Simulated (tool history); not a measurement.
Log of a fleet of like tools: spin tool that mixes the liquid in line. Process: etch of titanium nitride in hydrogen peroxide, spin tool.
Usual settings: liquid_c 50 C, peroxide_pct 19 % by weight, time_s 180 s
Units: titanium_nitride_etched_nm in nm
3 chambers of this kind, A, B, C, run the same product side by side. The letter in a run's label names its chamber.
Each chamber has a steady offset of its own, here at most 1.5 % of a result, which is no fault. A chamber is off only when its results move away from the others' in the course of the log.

run,hour,liquid_c,peroxide_pct,time_s,hours since the thermometer was replaced,hours since the peroxide flow meter was replaced,hours since the heated supply line was repaired,hours since the drum of peroxide was connected,"read-back film thickness of the titanium nitride reference wafer, read on the same gauge (nm)",titanium_nitride_etched_nm
1C,6.2,50,19,180,1086.9,1199.9,2731.4,34.7,60.047,4.9231
2B,14.1,50,19,180,252.3,202.5,373.3,1391.9,60.016,4.9748
3A,23.2,50,19,180,1296.8,468.5,2569.8,572.9,60.021,4.9043
4C,29.3,50,19,180,1110,1223,2754.5,57.8,60.047,4.9291
5B,34.8,50,14.5,180,273,223.2,394,1412.6,60.011,4.7029
6A,41.9,50,14.5,180,1315.5,487.2,2588.5,591.6,60.034,4.5903
7A,51,50,14.5,180,1324.6,496.3,2597.6,600.7,60.008,4.5779
8B,57.9,50,19,180,296.1,246.3,417.1,1435.7,60.012,4.9208
# hour 59.7: chamber B: new drum of peroxide connected
9C,64.5,50,19,180,1145.2,1258.2,2789.7,93,59.99,4.8497
10A,70.1,50,19,180,1343.7,515.4,2616.7,619.8,60.049,4.8361
# hour 73.9: chamber A: new drum of peroxide connected
11C,75.5,50,19,180,1156.2,1269.2,2800.7,104,59.97,4.8758
12B,82.8,50,19,180,321,271.2,442,23.2,59.98,4.8689
13B,87.5,50,19,180,325.7,275.9,446.7,27.9,59.974,4.9683
14C,96.3,50,19,180,1177,1290,2821.5,124.8,60.011,4.8694
15A,102.2,44,24,180,1375.8,547.5,2648.8,28.3,59.995,3.2603
16A,111.6,44,24,180,1385.2,556.9,2658.2,37.7,59.982,3.2765
17B,120.2,44,24,180,358.4,308.6,479.4,60.6,59.985,3.3716
18C,125.3,50,19,180,1206,1319,2850.5,153.8,59.969,4.9226
# hour 125.4: chamber A: heated supply line repaired
19B,132.4,50,19,180,370.6,320.8,491.6,72.8,59.982,4.927
20C,142.4,56.5,19,120,1223.1,1336.1,2867.6,170.9,60.016,5.165
21A,152.6,56.5,19,120,1426.2,597.9,27.2,78.7,59.98,5.2323
22B,161.5,56.5,19,120,399.7,349.9,520.7,101.9,60.013,5.2649
23A,169.5,50,19,180,1443.1,614.8,44.1,95.6,59.984,4.9201
24C,175.5,50,19,180,1256.2,1369.2,2900.7,204,59.967,4.8513
25C,183,50,19,180,1263.7,1376.7,2908.2,211.5,59.98,4.8227
26A,188.2,50,19,180,1461.8,633.5,62.8,114.3,59.969,4.9312
27B,195.9,50,19,180,434.1,384.3,555.1,136.3,59.999,5.0898
28C,206,50,14.5,215,1286.7,1399.7,2931.2,234.5,60.05,5.5761
# hour 206.7: chamber C: heated supply line repaired
29A,212.9,50,14.5,215,1486.5,658.2,87.5,139,60.001,5.6142
30B,218.1,50,14.5,215,456.3,406.5,577.3,158.5,60.034,5.7763
31B,225.4,50,19,180,463.6,413.8,584.6,165.8,60.04,5.1758
32A,233.9,50,19,180,1507.5,679.2,108.5,160,59.998,4.9332
33C,238.9,50,19,180,1319.6,1432.6,32.3,267.4,59.979,4.917
34C,247.8,50,19,180,1328.5,1441.5,41.2,276.3,60.003,4.9332
35B,254.2,50,19,80,492.4,442.6,613.4,194.6,59.988,2.2772
# hour 260.2: chamber B: heated supply line repaired
36A,264.3,50,19,80,1537.9,709.6,138.9,190.4,60.05,2.2003
37C,273,50,19,80,1353.7,1466.7,66.4,301.5,59.998,2.1729
38B,278.1,50,19,180,516.3,466.5,18,218.5,59.978,5.1905
39A,283.1,45.5,19,180,1556.7,728.4,157.7,209.2,59.958,3.5674
40A,290.6,45.5,19,180,1564.2,735.9,165.2,216.7,59.977,3.5723
41B,297.2,45.5,19,180,535.4,485.6,37.1,237.6,60.01,3.7336
42C,305.2,50,19,180,1385.9,1498.9,98.6,333.7,59.994,4.899
43B,311.8,50,19,180,550,500.2,51.7,252.2,59.979,5.2899
44C,320.7,50,19,180,1401.4,1514.4,114.1,349.2,60.009,4.8384

Next, every chamber runs the same settings. What will each give?
45A,328.2,50,19,180,,,,,,?
45B,328.2,50,19,180,,,,,,?
45C,328.2,50,19,180,,,,,,?

run,titanium_nitride_etched_nm
45A,4.9522
45B,5.1729
45C,4.8841
